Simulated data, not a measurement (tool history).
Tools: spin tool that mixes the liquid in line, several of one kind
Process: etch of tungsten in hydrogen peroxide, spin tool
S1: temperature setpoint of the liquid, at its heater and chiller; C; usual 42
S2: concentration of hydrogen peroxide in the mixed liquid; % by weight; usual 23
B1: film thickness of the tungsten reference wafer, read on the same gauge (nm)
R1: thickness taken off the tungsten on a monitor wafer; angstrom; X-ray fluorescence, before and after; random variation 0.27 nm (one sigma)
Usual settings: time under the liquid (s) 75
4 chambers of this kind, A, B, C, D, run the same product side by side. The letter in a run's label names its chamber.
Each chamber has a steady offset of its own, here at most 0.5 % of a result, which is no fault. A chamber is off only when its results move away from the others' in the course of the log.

Run 1D, hour 6: usual settings; B1 120. Result: R1 527.11 angstrom.
Run 2A, hour 13.5: usual settings; B1 120.02. Result: R1 528.57 angstrom.
Run 3B, hour 20.4: usual settings; B1 120.02. Result: R1 522.99 angstrom.
Run 4C, hour 27.7: usual settings; B1 120.01. Result: R1 525.05 angstrom.
Run 5B, hour 35.9: usual settings; B1 119.99. Result: R1 530.32 angstrom.
Run 6D, hour 40.8: usual settings; B1 120.06. Result: R1 523.66 angstrom.
Run 7A, hour 48.5: usual settings but time under the liquid (s) 50; B1 119.95. Result: R1 351.2 angstrom.
Run 8C, hour 53.8: usual settings but time under the liquid (s) 50; B1 120.03. Result: R1 347.35 angstrom.
At hour 59.7: chamber B: thermometer replaced.
Run 9C, hour 59.9: usual settings but time under the liquid (s) 50; B1 120.03. Result: R1 347.69 angstrom.
Run 10D, hour 64.9: usual settings but time under the liquid (s) 50; B1 120.04. Result: R1 348.9 angstrom.
Run 11B, hour 73.1: usual settings but S2 18 % by weight; B1 120.04. Result: R1 463.25 angstrom.
Run 12A, hour 78.3: usual settings but S2 18 % by weight; B1 120.02. Result: R1 462.82 angstrom.
Run 13A, hour 83.8: usual settings but S2 18 % by weight; B1 120.02. Result: R1 465.55 angstrom.
Run 14D, hour 88.9: usual settings but S2 18 % by weight; B1 120.02. Result: R1 469.12 angstrom.
Run 15C, hour 96.3: usual settings; B1 119.96. Result: R1 523.03 angstrom.
Run 16B, hour 103.4: usual settings; B1 120.02. Result: R1 519.21 angstrom.
Run 17B, hour 108.2: usual settings but S2 18.5 % by weight, time under the liquid (s) 50; B1 120.06. Result: R1 306.86 angstrom.
Run 18D, hour 113.5: usual settings but S2 18.5 % by weight, time under the liquid (s) 50; B1 119.96. Result: R1 317.83 angstrom.
Run 19A, hour 122: usual settings but S2 18.5 % by weight, time under the liquid (s) 50; B1 120.01. Result: R1 315.7 angstrom.
Run 20C, hour 127.9: usual settings but S2 18.5 % by weight, time under the liquid (s) 50; B1 120.08. Result: R1 314.18 angstrom.
Run 21B, hour 134.5: usual settings; B1 120.04. Result: R1 520.46 angstrom.
Run 22D, hour 141.2: usual settings; B1 119.93. Result: R1 523.01 angstrom.
Run 23A, hour 146.9: usual settings but S1 45 C; B1 119.98. Result: R1 630.71 angstrom.
Run 24C, hour 154.9: usual settings but S1 45 C; B1 119.98. Result: R1 631.26 angstrom.
Run 25C, hour 161.2: usual settings but S1 45 C; B1 120.01. Result: R1 636.62 angstrom.
Run 26B, hour 166.4: usual settings but S1 45 C; B1 119.98. Result: R1 617.52 angstrom.
Run 27A, hour 174.8: usual settings; B1 119.96. Result: R1 526.11 angstrom.
Run 28D, hour 181.5: usual settings; B1 119.96. Result: R1 523.34 angstrom.
Run 29B, hour 190.4: usual settings but S1 36 C, S2 25 % by weight; B1 119.97. Result: R1 358.53 angstrom.
Run 30D, hour 196.8: usual settings but S1 36 C, S2 25 % by weight; B1 120.03. Result: R1 369.28 angstrom.
Run 31C, hour 202.3: usual settings but S1 36 C, S2 25 % by weight; B1 120.01. Result: R1 368.35 angstrom.
Run 32A, hour 207.4: usual settings but S1 36 C, S2 25 % by weight; B1 120.01. Result: R1 370.85 angstrom.
Run 33D, hour 214.7: usual settings; B1 119.96. Result: R1 524.3 angstrom.
Run 34B, hour 219.5: usual settings; B1 120.01. Result: R1 504.12 angstrom.
Run 35A, hour 226: usual settings; B1 120.05. Result: R1 523.13 angstrom.
Run 36C, hour 231.7: usual settings; B1 119.92. Result: R1 524.81 angstrom.
Run 37B, hour 239.9: usual settings but S2 26 % by weight; B1 119.96. Result: R1 535.49 angstrom.

Next, every chamber runs the same settings. What will each give?
Run 38A, hour 246.6: usual settings. Result: R1 ?.
Run 38B, hour 246.6: usual settings. Result: R1 ?.
Run 38C, hour 246.6: usual settings. Result: R1 ?.
Run 38D, hour 246.6: usual settings. Result: R1 ?.

run      R1
38A  523.74
38B   501.3
38C   525.3
38D  528.79
